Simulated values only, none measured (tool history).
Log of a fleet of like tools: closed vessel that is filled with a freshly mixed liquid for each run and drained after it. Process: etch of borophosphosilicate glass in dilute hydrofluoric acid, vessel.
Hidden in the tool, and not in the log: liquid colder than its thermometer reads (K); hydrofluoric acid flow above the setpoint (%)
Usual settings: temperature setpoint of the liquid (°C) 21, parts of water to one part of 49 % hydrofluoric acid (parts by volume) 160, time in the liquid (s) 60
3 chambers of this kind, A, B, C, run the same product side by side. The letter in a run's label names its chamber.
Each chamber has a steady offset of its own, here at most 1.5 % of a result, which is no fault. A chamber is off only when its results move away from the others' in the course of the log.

| run | hour | temperature setpoint of the liquid (°C) | parts of water to one part of 49 % hydrofluoric acid (parts by volume) | time in the liquid (s) | hours since the thermometer was replaced | hours since the hydrofluoric acid flow meter was replaced | read-back film thickness of the borophosphosilicate glass reference wafer, read on the same gauge (nm) | thickness taken off the borophosphosilicate glass on a monitor wafer (angstrom) |
|---|---|---|---|---|---|---|---|---|
| 1A | 12.9 | 21 | 160 | 60 | 415.3 | 703.0 | 69.987 | 149.34 |
| 2B | 23.4 | 21 | 160 | 60 | 343.2 | 1280.1 | 69.989 | 147.62 |
| 3C | 37.1 | 21 | 160 | 60 | 361.2 | 826.9 | 69.987 | 147.54 |
| 4A | 43.8 | 21 | 160 | 60 | 446.2 | 733.9 | 69.985 | 150.15 |
| 5B | 56.6 | 21 | 160 | 60 | 376.4 | 1313.3 | 70.014 | 146.93 |
| 6C | 63.1 | 21 | 160 | 60 | 387.2 | 852.9 | 69.990 | 147.93 |
| 7A | 77.6 | 21 | 195 | 60 | 480.0 | 767.7 | 69.977 | 117.39 |
| 8C | 91.9 | 21 | 195 | 60 | 416.0 | 881.7 | 69.996 | 116.36 |
| 9B | 106.7 | 21 | 195 | 60 | 426.5 | 1363.4 | 69.979 | 116.77 |
| 10B | 113.1 | 21 | 160 | 60 | 432.9 | 1369.8 | 70.062 | 147.19 |
| 11A | 119.5 | 21 | 160 | 60 | 521.9 | 809.6 | 69.999 | 149.32 |
| 12C | 130.5 | 21 | 160 | 60 | 454.6 | 920.3 | 70.021 | 146.60 |
| 13C | 138.5 | 21 | 160 | 60 | 462.6 | 928.3 | 70.006 | 146.57 |
| 14B | 152.3 | 21 | 160 | 60 | 472.1 | 1409.0 | 69.935 | 147.85 |
| 15A | 163.8 | 21 | 160 | 60 | 566.2 | 853.9 | 70.010 | 149.16 |
| 16C | 175.4 | 21 | 160 | 80 | 499.5 | 965.2 | 69.975 | 191.69 |
| 17A | 185.5 | 21 | 160 | 80 | 587.9 | 875.6 | 69.979 | 199.13 |
| 18B | 191.9 | 21 | 160 | 80 | 511.7 | 1448.6 | 69.993 | 197.06 |
| 19B | 199.3 | 21 | 160 | 60 | 519.1 | 1456.0 | 69.999 | 147.80 |
| 20C | 214.0 | 21 | 160 | 60 | 538.1 | 1003.8 | 69.990 | 142.93 |
| 21A | 222.7 | 21 | 160 | 60 | 625.1 | 912.8 | 70.045 | 150.98 |
| 22B | 235.2 | 21 | 160 | 60 | 555.0 | 1491.9 | 69.991 | 146.82 |
| 23C | 241.6 | 21 | 160 | 60 | 565.7 | 1031.4 | 69.985 | 141.03 |
| 24A | 252.7 | 21 | 160 | 60 | 655.1 | 942.8 | 70.021 | 149.76 |
| 25A | 266.9 | 21 | 160 | 60 | 669.3 | 957.0 | 69.977 | 148.35 |
| 26C | 278.0 | 21 | 160 | 60 | 602.1 | 1067.8 | 70.006 | 140.40 |
| 27B | 286.4 | 21 | 160 | 90 | 606.2 | 1543.1 | 70.024 | 222.78 |

Is one chamber off against the others, does the gauge drift, or is nothing wrong? If a chamber is off, say which, and what the likeliest cause is.

Chamber C drifts away from the others.
Cause: liquid colder than its thermometer reads (K) = 1.58.
The log may not tell that from: hydrofluoric acid flow below the setpoint (%).

Here are 4 candidates for chamber C's next run, each the usual settings with a change, their results left as question marks. Which one brings its results back in line with what the others give on the usual settings?
In line means no further than this from the other chambers' mean on the usual settings: thickness taken off the borophosphosilicate glass on a monitor wafer (angstrom) 2.50
| 28C-1 | 297.0 | 22.5 | 160 | 60 |  |  |  | ? |
| 28C-2 | 297.0 | 20.5 | 160 | 55 |  |  |  | ? |
| 28C-3 | 297.0 | 19.5 | 160 | 60 |  |  |  | ? |
| 28C-4 | 297.0 | 21.0 | 145 | 60 |  |  |  | ? |

The other chambers' mean on the usual settings: thickness taken off the borophosphosilicate glass on a monitor wafer (angstrom) 148.76
| run | thickness taken off the borophosphosilicate glass on a monitor wafer (angstrom) |
|---|---|
| 28C-1 | 148.60 |
| 28C-2 | 125.70 |
| 28C-3 | 131.67 |
| 28C-4 | 157.08 |
28C-1 brings the chamber back in line.

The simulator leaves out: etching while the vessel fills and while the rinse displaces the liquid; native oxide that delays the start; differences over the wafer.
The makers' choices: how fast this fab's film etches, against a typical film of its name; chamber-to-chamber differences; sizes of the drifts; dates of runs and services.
